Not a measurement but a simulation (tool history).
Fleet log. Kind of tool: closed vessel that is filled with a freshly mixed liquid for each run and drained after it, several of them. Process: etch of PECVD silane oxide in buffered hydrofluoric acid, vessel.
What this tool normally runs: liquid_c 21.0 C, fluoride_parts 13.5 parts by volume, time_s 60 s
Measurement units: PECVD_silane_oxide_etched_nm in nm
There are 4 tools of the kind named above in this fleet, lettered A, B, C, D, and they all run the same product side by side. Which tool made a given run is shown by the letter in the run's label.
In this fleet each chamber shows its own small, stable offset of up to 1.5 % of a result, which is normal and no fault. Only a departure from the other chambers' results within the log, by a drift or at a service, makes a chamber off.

run     day  liquid_c  fluoride_parts  time_s  hours since the thermometer was replaced  hours since the hydrofluoric acid flow meter was replaced  read-back film thickness of the PECVD silane oxide reference wafer, read on the same gauge (nm)  PECVD_silane_oxide_etched_nm
 1B   0.267      21.0            13.5      60                                    1912.2                                                      100.4                                                                                           79.984                        77.996
 2C   0.454      21.0            13.5      60                                    1960.6                                                      941.7                                                                                           79.989                        77.613
 3A   0.725      21.0            13.5      60                                     781.4                                                     1115.9                                                                                           80.017                        76.940
 4D   0.971      21.0            13.5      60                                    2238.6                                                      294.0                                                                                           79.965                        78.016
 5C   1.133      21.0            13.5      60                                    1976.9                                                      958.0                                                                                           79.960                        77.724
 6B   1.388      21.0            13.5      60                                    1939.1                                                      127.3                                                                                           79.980                        78.259
 7D   1.571      18.5            13.5      75                                    2253.0                                                      308.4                                                                                           79.978                        84.943
 8A   1.829      18.5            13.5      75                                     807.9                                                     1142.4                                                                                           80.015                        83.534
 9C   1.983      18.5            13.5      75                                    1997.3                                                      978.4                                                                                           79.993                        85.476
10A   2.204      18.5            13.5      75                                     816.9                                                     1151.4                                                                                           79.955                        83.824
11D   2.462      21.0            13.5      60                                    2274.4                                                      329.8                                                                                           80.029                        77.572
12B   2.762      21.0            13.5      60                                    1972.1                                                      160.3                                                                                           80.007                        78.211
13C   2.921      21.0            13.5      60                                    2019.8                                                     1000.9                                                                                           79.958                        78.318
14A   3.183      21.0            13.5      60                                     840.4                                                     1174.9                                                                                           79.945                        76.932
15D   3.321      21.0            13.5      60                                    2295.0                                                      350.4                                                                                           80.054                        78.233
16B   3.617      21.0            13.5      60                                    1992.6                                                      180.8                                                                                           80.026                        78.218
17D   3.892      21.0            13.5      60                                    2308.7                                                      364.1                                                                                           79.957                        77.723
18A   4.092      21.0            13.5      60                                     862.2                                                     1196.7                                                                                           80.009                        77.036
19B   4.242      21.0            13.5      60                                    2007.6                                                      195.8                                                                                           79.983                        77.926
20C   4.508      21.0            13.5      60                                    2057.9                                                     1039.0                                                                                           80.004                        78.848
      4.517  -- chamber A: hydrofluoric acid flow meter replaced
21C   4.725      25.5            16.0      60                                    2063.1                                                     1044.2                                                                                           80.024                        85.024
22B   4.933      25.5            16.0      60                                    2024.2                                                      212.4                                                                                           79.984                        84.395
      4.975  -- chamber D: thermometer replaced
23A   5.179      25.5            16.0      60                                     888.3                                                       15.9                                                                                           79.995                        83.511
24D   5.342      25.5            16.0      60                                       8.9                                                      398.9                                                                                           79.990                        84.716
25D   5.646      21.0            13.5      60                                      16.2                                                      406.2                                                                                           80.040                        77.843
26C   5.833      25.5             8.0      60                                    2089.7                                                     1070.8                                                                                           80.000                       163.270
27A   6.067      25.5             8.0      60                                     909.6                                                       37.2                                                                                           80.004                       160.170
28B   6.342      25.5             8.0      60                                    2058.0                                                      246.2                                                                                           80.055                       163.050
      6.438  -- chamber D: hydrofluoric acid flow meter replaced
29C   6.558      25.5             8.0      60                                    2107.1                                                     1088.2                                                                                           79.976                       163.320
30A   6.700      21.0            13.5      60                                     924.8                                                       52.4                                                                                           79.995                        77.179
31B   7.004      21.0            13.5      60                                    2073.9                                                      262.1                                                                                           80.022                        77.722
32D   7.154      21.0            13.5      60                                      52.4                                                       17.3                                                                                           80.024                        78.186
33B   7.421      21.0            13.5      60                                    2083.9                                                      272.1                                                                                           80.070                        77.798
34C   7.646      21.0             9.5      60                                    2133.2                                                     1114.3                                                                                           79.963                       108.590
35A   7.938      21.0             9.5      60                                     954.5                                                       82.1                                                                                           79.977                       106.350
36D   8.200      21.0             9.5      60                                      77.5                                                       42.4                                                                                           79.980                       107.780
      8.288  -- chamber C: thermometer replaced
37D   8.417      21.0             9.5      60                                      82.7                                                       47.6                                                                                           79.973                       108.270
38A   8.700      21.0            13.5      60                                     972.8                                                      100.4                                                                                           79.975                        76.530
39B   8.938      21.0            13.5      60                                    2120.3                                                      308.5                                                                                           79.986                        78.340
40C   9.204      21.0            13.5      60                                      22.0                                                     1151.7                                                                                           79.988                        80.292
41D   9.467      21.0            13.5      60                                     107.9                                                       72.8                                                                                           80.025                        78.248
42C   9.758      21.0            13.5      60                                      35.3                                                     1165.0                                                                                           80.006                        80.374
43A  10.033      21.0            13.5      60                                    1004.8                                                      132.4                                                                                           80.041                        76.848

Does one chamber stand apart from the rest, does the shared gauge drift, or is all well apart from small per-chamber offsets? Give the chamber and the most likely cause, where there is one.

Chamber C drifts away from the others.
What lies behind it: hydrofluoric acid flow above the setpoint (%) = 3.17.

Which of the 4 candidates below, each the usual settings with something changed and its results left as question marks, puts chamber C back in line with what the other chambers give on the usual settings?
In-line tolerance around the mean of the other chambers on the usual settings: PECVD_silane_oxide_etched_nm 0.880 nm
44C-1  10.254      21.0            14.0      60                                                                                                                                                                                                                                   ?
44C-2  10.254      22.0            13.5      60                                                                                                                                                                                                                                   ?
44C-3  10.254      21.0            13.0      60                                                                                                                                                                                                                                   ?
44C-4  10.254      20.0            13.5      60                                                                                                                                                                                                                                   ?

Average result of the remaining chambers running the usual settings: PECVD_silane_oxide_etched_nm 77.684 nm
  run  PECVD_silane_oxide_etched_nm
44C-1                        77.703
44C-2                        85.072
44C-3                        83.469
44C-4                        76.151
With 44C-1, the chamber falls back in line with the rest.

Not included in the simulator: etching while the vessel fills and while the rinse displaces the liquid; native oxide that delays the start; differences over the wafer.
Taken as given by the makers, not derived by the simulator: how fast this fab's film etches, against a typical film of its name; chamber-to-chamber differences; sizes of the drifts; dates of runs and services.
